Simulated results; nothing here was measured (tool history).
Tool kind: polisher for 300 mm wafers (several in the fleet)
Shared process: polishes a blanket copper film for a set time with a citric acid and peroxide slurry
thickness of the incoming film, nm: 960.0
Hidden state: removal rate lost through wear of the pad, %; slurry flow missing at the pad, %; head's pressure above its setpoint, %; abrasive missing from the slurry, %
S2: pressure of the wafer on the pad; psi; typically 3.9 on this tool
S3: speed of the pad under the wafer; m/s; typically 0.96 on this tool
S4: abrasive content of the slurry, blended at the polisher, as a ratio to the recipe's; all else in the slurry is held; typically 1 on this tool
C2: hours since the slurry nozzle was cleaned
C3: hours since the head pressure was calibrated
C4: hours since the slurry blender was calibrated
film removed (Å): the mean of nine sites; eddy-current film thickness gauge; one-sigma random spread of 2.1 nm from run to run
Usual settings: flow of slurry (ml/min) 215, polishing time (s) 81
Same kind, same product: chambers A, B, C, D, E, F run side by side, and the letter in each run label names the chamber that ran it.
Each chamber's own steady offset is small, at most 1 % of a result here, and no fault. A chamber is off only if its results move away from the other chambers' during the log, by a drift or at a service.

At hour 1.6: chamber B: slurry nozzle cleaned.
Run 1D, hour 7.6: usual settings; wafers polished on this pad 326; C2 34.2; C3 833.5; C4 329.6. Result: film removed (Å) 2152.9.
Run 2A, hour 20.6: usual settings; wafers polished on this pad 503; C2 146.2; C3 394.3; C4 163.3. Result: film removed (Å) 2112.3.
At hour 25.8: chamber A: slurry blender recalibrated.
Run 3F, hour 28.7: usual settings; wafers polished on this pad 394; C2 70.4; C3 507.6; C4 298.3. Result: film removed (Å) 2149.6.
At hour 35.1: chamber C: worn pad replaced by a new one.
At hour 36.3: chamber C: slurry nozzle cleaned.
At hour 37.5: chamber B: worn pad replaced by a new one.
Run 4E, hour 39.4: usual settings; wafers polished on this pad 792; C2 331.7; C3 293.1; C4 153.4. Result: film removed (Å) 2095.3.
At hour 48.5: chamber A: worn pad replaced by a new one.
Run 5C, hour 48.8: usual settings; wafers polished on this pad 138; C2 12.5; C3 637; C4 98.4. Result: film removed (Å) 2122.
At hour 51.6: chamber F: slurry blender recalibrated.
Run 6B, hour 58: usual settings; wafers polished on this pad 207; C2 56.5; C3 1186.5; C4 141.8. Result: film removed (Å) 2129.9.
At hour 61.8: chamber E: worn pad replaced by a new one.
Run 7D, hour 64.4: usual settings; wafers polished on this pad 901; C2 91; C3 890.3; C4 386.4. Result: film removed (Å) 2112.9.
Run 8E, hour 71.4: usual settings; wafers polished on this pad 97; C2 363.7; C3 325.1; C4 185.4. Result: film removed (Å) 2108.6.
Run 9B, hour 79.4: usual settings but S3 0.82 m/s, S4 0.9; wafers polished on this pad 424; C2 77.9; C3 1207.9; C4 163.2. Result: film removed (Å) 1811.2.
At hour 80.3: chamber D: worn pad replaced by a new one.
At hour 84.3: chamber C: head pressure recalibrated.
Run 10F, hour 86.5: usual settings but S3 0.82 m/s, S4 0.9; wafers polished on this pad 979; C2 128.2; C3 565.4; C4 35. Result: film removed (Å) 1779.
At hour 96.3: chamber D: slurry blender recalibrated.
Run 11A, hour 100.8: usual settings but S3 0.82 m/s, S4 0.9; wafers polished on this pad 529; C2 226.4; C3 474.5; C4 75. Result: film removed (Å) 1775.6.
At hour 107.2: chamber B: worn pad replaced by a new one.
Run 12C, hour 109.7: usual settings but S3 0.82 m/s, S4 0.9; wafers polished on this pad 755; C2 73.4; C3 25.4; C4 159.3. Result: film removed (Å) 1779.4.
At hour 113: chamber F: worn pad replaced by a new one.
Run 13D, hour 122.7: usual settings but S3 0.82 m/s, S4 0.9; wafers polished on this pad 429; C2 149.3; C3 948.6; C4 26.5. Result: film removed (Å) 1798.8.
At hour 126.8: chamber A: worn pad replaced by a new one.
Run 14C, hour 131.8: usual settings but S3 0.82 m/s, S4 0.9; wafers polished on this pad 978; C2 95.5; C3 47.5; C4 181.4. Result: film removed (Å) 1799.7.
Run 15E, hour 140.1: usual settings; wafers polished on this pad 792; C2 432.4; C3 393.8; C4 254.1. Result: film removed (Å) 2125.
At hour 140.6: chamber D: head pressure recalibrated.
At hour 149.1: chamber E: worn pad replaced by a new one.
Run 16F, hour 153.7: usual settings but S3 0.76 m/s; wafers polished on this pad 412; C2 195.4; C3 632.6; C4 102.2. Result: film removed (Å) 1710.3.
Run 17A, hour 166.8: usual settings but S3 0.76 m/s; wafers polished on this pad 405; C2 292.4; C3 540.5; C4 141. Result: film removed (Å) 1708.8.
At hour 167.8: chamber C: worn pad replaced by a new one.
At hour 168: chamber D: worn pad replaced by a new one.
At hour 168.4: chamber A: slurry nozzle cleaned.
At hour 172.5: chamber B: head pressure recalibrated.
Run 18B, hour 180.2: usual settings but S3 0.76 m/s; wafers polished on this pad 738; C2 178.7; C3 7.8; C4 264. Result: film removed (Å) 1721.2.
At hour 182: chamber B: worn pad replaced by a new one.
Run 19D, hour 189.5: usual settings but S3 0.76 m/s; wafers polished on this pad 218; C2 216.1; C3 49; C4 93.3. Result: film removed (Å) 1817.
At hour 194.8: chamber A: slurry blender recalibrated.
Run 20B, hour 199.1: usual settings but S3 0.76 m/s; wafers polished on this pad 173; C2 197.6; C3 26.7; C4 282.9. Result: film removed (Å) 1691.9.
At hour 209.7: chamber B: slurry nozzle cleaned.
At hour 211.9: chamber A: worn pad replaced by a new one.
Run 21C, hour 211.9: usual settings but S3 0.76 m/s; wafers polished on this pad 447; C2 175.6; C3 127.6; C4 261.5. Result: film removed (Å) 1708.9.
Run 22A, hour 223.6: usual settings; wafers polished on this pad 118; C2 55.2; C3 597.3; C4 28.8. Result: film removed (Å) 2163.2.
At hour 228.8: chamber F: worn pad replaced by a new one.
At hour 231: chamber E: head pressure recalibrated.
Run 23F, hour 238.1: usual settings; wafers polished on this pad 94; C2 279.8; C3 717; C4 186.6. Result: film removed (Å) 2136.9.
At hour 243.9: chamber B: slurry blender recalibrated.
Run 24E, hour 247.4: usual settings but S2 5.1 psi, S3 0.86 m/s; wafers polished on this pad 995; C2 539.7; C3 16.5; C4 361.4. Result: film removed (Å) 2436.
At hour 248.2: chamber E: worn pad replaced by a new one.
Run 25A, hour 257: usual settings but S2 5.1 psi, S3 0.86 m/s; wafers polished on this pad 456; C2 88.6; C3 630.7; C4 62.2. Result: film removed (Å) 2517.2.
At hour 257.3: chamber E: slurry blender recalibrated.
At hour 262.6: chamber D: slurry nozzle cleaned.
At hour 265.5: chamber B: worn pad replaced by a new one.
Run 26C, hour 267.4: usual settings but S2 5.1 psi, S3 0.86 m/s; wafers polished on this pad 1008; C2 231.1; C3 183.1; C4 317. Result: film removed (Å) 2450.8.
Run 27F, hour 277.4: usual settings but S2 5.1 psi, S3 0.86 m/s; wafers polished on this pad 492; C2 319.1; C3 756.3; C4 225.9. Result: film removed (Å) 2500.3.
At hour 281.5: chamber D: worn pad replaced by a new one.
At hour 287: chamber C: slurry blender recalibrated.
At hour 291.3: chamber A: worn pad replaced by a new one.
Run 28D, hour 291.8: usual settings but S2 5.1 psi, S3 0.86 m/s; wafers polished on this pad 104; C2 29.3; C3 151.3; C4 195.6. Result: film removed (Å) 2691.8.
Run 29B, hour 299.4: usual settings but S2 5.1 psi, S3 0.86 m/s; wafers polished on this pad 343; C2 89.7; C3 127; C4 55.5. Result: film removed (Å) 2567.6.
At hour 306: chamber C: worn pad replaced by a new one.
Run 30E, hour 310: usual settings; wafers polished on this pad 625; C2 602.3; C3 79.1; C4 52.7. Result: film removed (Å) 2147.7.
Run 31B, hour 323.5: usual settings; wafers polished on this pad 587; C2 113.8; C3 151.1; C4 79.6. Result: film removed (Å) 2152.1.
At hour 331.5: chamber F: worn pad replaced by a new one.
Run 32F, hour 335.9: usual settings; wafers polished on this pad 45; C2 377.6; C3 814.8; C4 284.4. Result: film removed (Å) 2154.3.
At hour 345.6: chamber E: worn pad replaced by a new one.
Run 33A, hour 348.1: usual settings; wafers polished on this pad 575; C2 179.7; C3 721.8; C4 153.3. Result: film removed (Å) 2130.6.
Run 34C, hour 356.8: usual settings; wafers polished on this pad 514; C2 320.5; C3 272.5; C4 69.8. Result: film removed (Å) 2140.3.
Run 35E, hour 366.4: usual settings; wafers polished on this pad 210; C2 658.7; C3 135.5; C4 109.1. Result: film removed (Å) 2073.8.
Run 36D, hour 375.1: usual settings; wafers polished on this pad 947; C2 112.6; C3 234.6; C4 278.9. Result: film removed (Å) 2303.9.

Predict what each chamber gives when all 6 of them run the settings below next.
Run 37A, hour 385.7: usual settings. Result: film removed (Å) ?.
Run 37B, hour 385.7: usual settings. Result: film removed (Å) ?.
Run 37C, hour 385.7: usual settings. Result: film removed (Å) ?.
Run 37D, hour 385.7: usual settings. Result: film removed (Å) ?.
Run 37E, hour 385.7: usual settings. Result: film removed (Å) ?.
Run 37F, hour 385.7: usual settings. Result: film removed (Å) ?.

run  film removed (Å)
37A            2108.5
37B              2149
37C              2144
37D            2292.9
37E            2086.7
37F            2133.9
